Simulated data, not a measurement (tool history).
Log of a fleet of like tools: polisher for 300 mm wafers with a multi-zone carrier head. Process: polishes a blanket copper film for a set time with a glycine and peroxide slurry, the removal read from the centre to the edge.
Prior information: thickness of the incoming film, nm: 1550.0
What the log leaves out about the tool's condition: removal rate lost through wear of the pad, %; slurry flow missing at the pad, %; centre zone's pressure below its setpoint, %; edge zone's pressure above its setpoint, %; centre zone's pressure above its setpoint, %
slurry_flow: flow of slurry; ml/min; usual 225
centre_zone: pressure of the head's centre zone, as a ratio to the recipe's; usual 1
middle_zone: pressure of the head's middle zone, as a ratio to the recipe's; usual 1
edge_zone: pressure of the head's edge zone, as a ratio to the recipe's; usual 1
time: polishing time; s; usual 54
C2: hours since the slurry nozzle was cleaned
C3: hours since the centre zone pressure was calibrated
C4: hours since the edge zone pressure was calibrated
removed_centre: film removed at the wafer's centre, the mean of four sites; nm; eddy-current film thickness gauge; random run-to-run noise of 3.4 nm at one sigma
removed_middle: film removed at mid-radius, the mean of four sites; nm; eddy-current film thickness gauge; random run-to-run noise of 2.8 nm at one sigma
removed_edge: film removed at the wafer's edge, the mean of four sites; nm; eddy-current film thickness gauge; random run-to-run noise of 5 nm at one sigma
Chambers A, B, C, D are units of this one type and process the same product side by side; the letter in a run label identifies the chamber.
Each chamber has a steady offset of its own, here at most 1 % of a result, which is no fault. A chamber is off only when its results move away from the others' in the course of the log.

-- day=0.017 chamber D: worn pad replaced by a new one
run 1A day=0.121 | slurry_flow=225 centre_zone=1 middle_zone=1 edge_zone=1 time=54 | wafers_polished_on_this_pad=414 C2=127.7 C3=107.6 C4=534 | removed_centre=386.63 removed_middle=378.64 removed_edge=393.39
run 2D day=0.283 | slurry_flow=225 centre_zone=1 middle_zone=1 edge_zone=1 time=54 | wafers_polished_on_this_pad=79 C2=217.5 C3=463.4 C4=338.9 | removed_centre=398.43 removed_middle=387.01 removed_edge=383.08
run 3C day=0.442 | slurry_flow=225 centre_zone=1 middle_zone=1 edge_zone=1 time=54 | wafers_polished_on_this_pad=729 C2=250.1 C3=243.7 C4=953.5 | removed_centre=393.52 removed_middle=389.25 removed_edge=381.12
run 4B day=0.546 | slurry_flow=225 centre_zone=1 middle_zone=1 edge_zone=1 time=54 | wafers_polished_on_this_pad=387 C2=119.6 C3=728.5 C4=296.2 | removed_centre=386.83 removed_middle=388.01 removed_edge=381.23
run 5D day=0.671 | slurry_flow=225 centre_zone=1 middle_zone=1 edge_zone=1 time=54 | wafers_polished_on_this_pad=192 C2=226.8 C3=472.7 C4=348.2 | removed_centre=388.29 removed_middle=379.77 removed_edge=388.24
run 6C day=0.829 | slurry_flow=225 centre_zone=1 middle_zone=1 edge_zone=1 time=54 | wafers_polished_on_this_pad=842 C2=259.4 C3=253 C4=962.8 | removed_centre=386.56 removed_middle=392.34 removed_edge=384.87
run 7A day=0.958 | slurry_flow=225 centre_zone=1 middle_zone=1 edge_zone=1 time=54 | wafers_polished_on_this_pad=659 C2=147.8 C3=127.7 C4=554.1 | removed_centre=384.55 removed_middle=384.69 removed_edge=383.82
-- day=1.042 chamber C: worn pad replaced by a new one
run 8B day=1.067 | slurry_flow=225 centre_zone=1 middle_zone=1 edge_zone=1 time=54 | wafers_polished_on_this_pad=540 C2=132.1 C3=741 C4=308.7 | removed_centre=387.7 removed_middle=386.61 removed_edge=375.15
run 9B day=1.175 | slurry_flow=225 centre_zone=1 middle_zone=1 edge_zone=1 time=54 | wafers_polished_on_this_pad=572 C2=134.7 C3=743.6 C4=311.3 | removed_centre=383.28 removed_middle=383.57 removed_edge=382.9
-- day=1.25 chamber A: worn pad replaced by a new one
run 10D day=1.333 | slurry_flow=225 centre_zone=1 middle_zone=1 edge_zone=1.1 time=61 | wafers_polished_on_this_pad=386 C2=242.7 C3=488.6 C4=364.1 | removed_centre=435.09 removed_middle=427.74 removed_edge=464.36
-- day=1.438 chamber B: worn pad replaced by a new one
run 11C day=1.496 | slurry_flow=225 centre_zone=1 middle_zone=1 edge_zone=1.1 time=61 | wafers_polished_on_this_pad=133 C2=275.4 C3=269 C4=978.8 | removed_centre=440.1 removed_middle=440.86 removed_edge=473.42
run 12A day=1.592 | slurry_flow=225 centre_zone=1 middle_zone=1 edge_zone=1.1 time=61 | wafers_polished_on_this_pad=100 C2=163 C3=142.9 C4=569.3 | removed_centre=429.36 removed_middle=434.52 removed_edge=462.43
run 13A day=1.717 | slurry_flow=225 centre_zone=1 middle_zone=1 edge_zone=1.1 time=61 | wafers_polished_on_this_pad=136 C2=166 C3=145.9 C4=572.3 | removed_centre=431.43 removed_middle=441.96 removed_edge=457.4
-- day=1.762 chamber A: edge zone pressure recalibrated
-- day=1.842 chamber B: edge zone pressure recalibrated
run 14C day=1.862 | slurry_flow=255 centre_zone=1 middle_zone=1 edge_zone=0.9 time=54 | wafers_polished_on_this_pad=241 C2=284.2 C3=277.8 C4=987.6 | removed_centre=395.16 removed_middle=393.34 removed_edge=366.15
run 15B day=2.029 | slurry_flow=255 centre_zone=1 middle_zone=1 edge_zone=0.9 time=54 | wafers_polished_on_this_pad=173 C2=155.2 C3=764.1 C4=4.6 | removed_centre=392.69 removed_middle=386.73 removed_edge=366.65
run 16D day=2.146 | slurry_flow=255 centre_zone=1 middle_zone=1 edge_zone=0.9 time=54 | wafers_polished_on_this_pad=625 C2=262.2 C3=508.1 C4=383.6 | removed_centre=388.37 removed_middle=379.51 removed_edge=367.66
run 17B day=2.242 | slurry_flow=255 centre_zone=1 middle_zone=1 edge_zone=0.9 time=54 | wafers_polished_on_this_pad=235 C2=160.3 C3=769.2 C4=9.7 | removed_centre=389.97 removed_middle=391.82 removed_edge=361.74
run 18C day=2.396 | slurry_flow=225 centre_zone=1 middle_zone=1 edge_zone=1 time=54 | wafers_polished_on_this_pad=397 C2=297 C3=290.6 C4=1000.4 | removed_centre=391.53 removed_middle=395.11 removed_edge=392.66
run 19D day=2.55 | slurry_flow=225 centre_zone=1 middle_zone=1.04 edge_zone=1 time=54 | wafers_polished_on_this_pad=743 C2=271.9 C3=517.8 C4=393.3 | removed_centre=378.64 removed_middle=390.72 removed_edge=367.16
run 20A day=2.721 | slurry_flow=225 centre_zone=1 middle_zone=1.04 edge_zone=1 time=54 | wafers_polished_on_this_pad=431 C2=190.1 C3=170 C4=23 | removed_centre=381.42 removed_middle=397.86 removed_edge=380.52
run 21D day=2.888 | slurry_flow=225 centre_zone=1 middle_zone=1.04 edge_zone=1 time=54 | wafers_polished_on_this_pad=842 C2=280 C3=525.9 C4=401.4 | removed_centre=371.35 removed_middle=375 removed_edge=368.99
run 22B day=3.054 | slurry_flow=225 centre_zone=1 middle_zone=1.04 edge_zone=1 time=54 | wafers_polished_on_this_pad=473 C2=179.8 C3=788.7 C4=29.2 | removed_centre=384.2 removed_middle=397.39 removed_edge=382.37
run 23A day=3.233 | slurry_flow=225 centre_zone=1 middle_zone=1 edge_zone=1 time=54 | wafers_polished_on_this_pad=581 C2=202.4 C3=182.3 C4=35.3 | removed_centre=393.83 removed_middle=389.24 removed_edge=379.05
run 24C day=3.4 | slurry_flow=225 centre_zone=1 middle_zone=1 edge_zone=1 time=54 | wafers_polished_on_this_pad=691 C2=321.1 C3=314.7 C4=1024.5 | removed_centre=387.72 removed_middle=393.32 removed_edge=400.24
run 25A day=3.512 | slurry_flow=225 centre_zone=1 middle_zone=1 edge_zone=1 time=54 | wafers_polished_on_this_pad=663 C2=209.1 C3=189 C4=42 | removed_centre=391.4 removed_middle=389.75 removed_edge=385.63

Is one chamber out of step, is the gauge drifting, or do the chambers differ by no more than their own small offsets? For an off chamber, give its letter and the likeliest cause.

Chamber D drifts away from the others.
Likeliest cause: slurry flow missing at the pad, % = 32.5.
With only this log, it may be confused with: removal rate lost through wear of the pad, %.

Here are 4 candidates for chamber D's next run, each the usual settings with a change, their results left as question marks. Which one brings its results back in line with what the others give on the usual settings?
Maximum distance from the other chambers' mean on the usual settings for a result to count as in line: removed_centre 12 nm; removed_middle 9.7 nm; removed_edge 17 nm
run 26D-1 day=3.638 | slurry_flow=225 centre_zone=1 middle_zone=1 edge_zone=1 time=55 | removed_centre=? removed_middle=? removed_edge=?
run 26D-2 day=3.638 | slurry_flow=225 centre_zone=1 middle_zone=1 edge_zone=1 time=53 | removed_centre=? removed_middle=? removed_edge=?
run 26D-3 day=3.638 | slurry_flow=220 centre_zone=0.99 middle_zone=0.98 edge_zone=1.01 time=52 | removed_centre=? removed_middle=? removed_edge=?
run 26D-4 day=3.638 | slurry_flow=230 centre_zone=1.01 middle_zone=1.02 edge_zone=0.99 time=56 | removed_centre=? removed_middle=? removed_edge=?

Mean of the other chambers on the usual settings: removed_centre 385.53 nm; removed_middle 386.34 nm; removed_edge 385.05 nm
run=26D-1 removed_centre=373.01 removed_middle=368.06 removed_edge=372.95
run=26D-2 removed_centre=359.44 removed_middle=354.67 removed_edge=359.39
run=26D-3 removed_centre=347.09 removed_middle=340.18 removed_edge=353.47
run=26D-4 removed_centre=385.75 removed_middle=383.15 removed_edge=378.74
It is 26D-4 that realigns the chamber with its peers.
